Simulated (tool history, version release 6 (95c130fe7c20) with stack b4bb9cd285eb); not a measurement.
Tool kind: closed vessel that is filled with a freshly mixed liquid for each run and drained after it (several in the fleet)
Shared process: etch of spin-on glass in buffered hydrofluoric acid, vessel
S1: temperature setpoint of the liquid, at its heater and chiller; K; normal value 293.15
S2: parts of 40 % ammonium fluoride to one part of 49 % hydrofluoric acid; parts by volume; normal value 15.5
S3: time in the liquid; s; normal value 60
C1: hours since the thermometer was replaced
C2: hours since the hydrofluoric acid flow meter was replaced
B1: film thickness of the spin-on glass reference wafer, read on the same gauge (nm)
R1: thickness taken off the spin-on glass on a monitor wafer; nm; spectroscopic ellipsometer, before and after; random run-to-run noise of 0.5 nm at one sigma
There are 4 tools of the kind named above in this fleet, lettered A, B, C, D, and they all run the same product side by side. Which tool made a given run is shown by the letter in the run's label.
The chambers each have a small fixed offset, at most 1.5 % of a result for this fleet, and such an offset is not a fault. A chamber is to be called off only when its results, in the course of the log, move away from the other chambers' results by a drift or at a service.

| run | hour | S1 | S2 | S3 | C1 | C2 | B1 | R1 |
|---|---|---|---|---|---|---|---|---|
| 1D | 10.8 | 293.15 | 15.5 | 60 | 872.3 | 1164.2 | 129.96 | 103.56 |
| 2A | 16.2 | 293.15 | 15.5 | 60 | 1033.2 | 578.5 | 129.99 | 106.39 |
| 3C | 27.0 | 293.15 | 15.5 | 60 | 209.4 | 1054.8 | 129.97 | 104.03 |
| 4B | 37.3 | 293.15 | 15.5 | 60 | 919.9 | 193.5 | 129.99 | 103.40 |
| 5C | 42.5 | 293.15 | 15.5 | 60 | 224.9 | 1070.3 | 130.01 | 103.49 |
| 6A | 53.7 | 293.15 | 15.5 | 60 | 1070.7 | 616.0 | 130.00 | 106.18 |
| 7B | 65.4 | 293.15 | 15.5 | 60 | 948.0 | 221.6 | 130.01 | 103.69 |
| 8D | 76.2 | 297.65 | 12.0 | 60 | 937.7 | 1229.6 | 129.99 | 173.07 |
| 9D | 84.4 | 297.65 | 12.0 | 60 | 945.9 | 1237.8 | 129.99 | 173.80 |
| 10B | 95.2 | 297.65 | 12.0 | 60 | 977.8 | 251.4 | 130.02 | 171.27 |
| 11C | 103.8 | 297.65 | 12.0 | 60 | 286.2 | 1131.6 | 130.03 | 170.80 |
|  | 109.0 | chamber D: thermometer replaced |
| 12A | 111.1 | 291.15 | 11.0 | 60 | 1128.1 | 673.4 | 130.01 | 133.57 |
| 13B | 121.9 | 291.15 | 11.0 | 60 | 1004.5 | 278.1 | 130.01 | 129.03 |
| 14D | 131.0 | 291.15 | 11.0 | 60 | 22.0 | 1284.4 | 130.00 | 130.70 |
| 15A | 142.5 | 291.15 | 11.0 | 60 | 1159.5 | 704.8 | 130.00 | 133.14 |
| 16C | 149.3 | 293.15 | 15.5 | 60 | 331.7 | 1177.1 | 129.99 | 102.70 |
| 17D | 156.1 | 293.15 | 15.5 | 60 | 47.1 | 1309.5 | 130.01 | 104.39 |
| 18B | 161.7 | 293.15 | 15.5 | 60 | 1044.3 | 317.9 | 130.03 | 103.90 |
| 19C | 170.1 | 293.15 | 15.5 | 60 | 352.5 | 1197.9 | 130.02 | 102.48 |
| 20A | 176.6 | 293.15 | 15.5 | 60 | 1193.6 | 738.9 | 130.02 | 105.43 |
| 21B | 184.1 | 293.15 | 15.5 | 60 | 1066.7 | 340.3 | 130.02 | 104.16 |
| 22C | 192.2 | 293.15 | 15.5 | 60 | 374.6 | 1220.0 | 130.04 | 103.08 |
| 23D | 201.2 | 293.15 | 15.5 | 60 | 92.2 | 1354.6 | 130.01 | 103.76 |
| 24A | 212.1 | 293.15 | 15.5 | 85 | 1229.1 | 774.4 | 130.00 | 149.06 |
| 25B | 220.5 | 293.15 | 15.5 | 85 | 1103.1 | 376.7 | 129.97 | 148.45 |
| 26D | 228.8 | 293.15 | 15.5 | 85 | 119.8 | 1382.2 | 130.00 | 147.15 |
| 27A | 234.9 | 293.15 | 15.5 | 85 | 1251.9 | 797.2 | 130.03 | 148.05 |
| 28C | 241.9 | 298.15 | 20.5 | 60 | 424.3 | 1269.7 | 129.99 | 104.93 |
|  | 243.4 | chamber A: hydrofluoric acid flow meter replaced |
| 29B | 253.0 | 298.15 | 20.5 | 60 | 1135.6 | 409.2 | 129.95 | 105.07 |
| 30D | 262.9 | 298.15 | 20.5 | 60 | 153.9 | 1416.3 | 130.02 | 105.71 |
| 31C | 269.0 | 298.15 | 20.5 | 60 | 451.4 | 1296.8 | 129.98 | 104.75 |
| 32A | 278.4 | 293.15 | 15.5 | 60 | 1295.4 | 35.0 | 130.00 | 103.49 |
|  | 285.9 | chamber B: thermometer replaced |
| 33B | 286.8 | 293.15 | 15.5 | 60 | 0.9 | 443.0 | 130.00 | 104.38 |
| 34D | 292.8 | 293.15 | 15.5 | 60 | 183.8 | 1446.2 | 130.02 | 104.67 |
| 35A | 301.4 | 293.15 | 15.5 | 60 | 1318.4 | 58.0 | 129.99 | 102.25 |
| 36C | 307.4 | 293.15 | 15.5 | 60 | 489.8 | 1335.2 | 129.97 | 103.63 |
| 37B | 318.8 | 293.15 | 15.5 | 60 | 32.9 | 475.0 | 130.01 | 103.94 |
| 38D | 327.8 | 293.15 | 15.5 | 60 | 218.8 | 1481.2 | 129.98 | 104.23 |
| 39C | 334.7 | 293.15 | 15.5 | 60 | 517.1 | 1362.5 | 130.01 | 103.85 |
| 40A | 343.3 | 293.15 | 15.5 | 60 | 1360.3 | 99.9 | 130.01 | 101.06 |
| 41D | 349.2 | 293.15 | 15.5 | 60 | 240.2 | 1502.6 | 129.98 | 103.44 |
| 42B | 360.7 | 293.15 | 15.5 | 60 | 74.8 | 516.9 | 129.99 | 103.94 |
| 43C | 366.0 | 293.15 | 15.5 | 60 | 548.4 | 1393.8 | 130.05 | 103.17 |

The same settings go to every chamber for the next run, one line per chamber below. Forecast the results for each:
| 44A | 374.6 | 293.15 | 15.5 | 60 |  |  |  | ? |
| 44B | 374.6 | 293.15 | 15.5 | 60 |  |  |  | ? |
| 44C | 374.6 | 293.15 | 15.5 | 60 |  |  |  | ? |
| 44D | 374.6 | 293.15 | 15.5 | 60 |  |  |  | ? |

| run | R1 |
|---|---|
| 44A | 101.06 |
| 44B | 104.84 |
| 44C | 103.21 |
| 44D | 104.01 |

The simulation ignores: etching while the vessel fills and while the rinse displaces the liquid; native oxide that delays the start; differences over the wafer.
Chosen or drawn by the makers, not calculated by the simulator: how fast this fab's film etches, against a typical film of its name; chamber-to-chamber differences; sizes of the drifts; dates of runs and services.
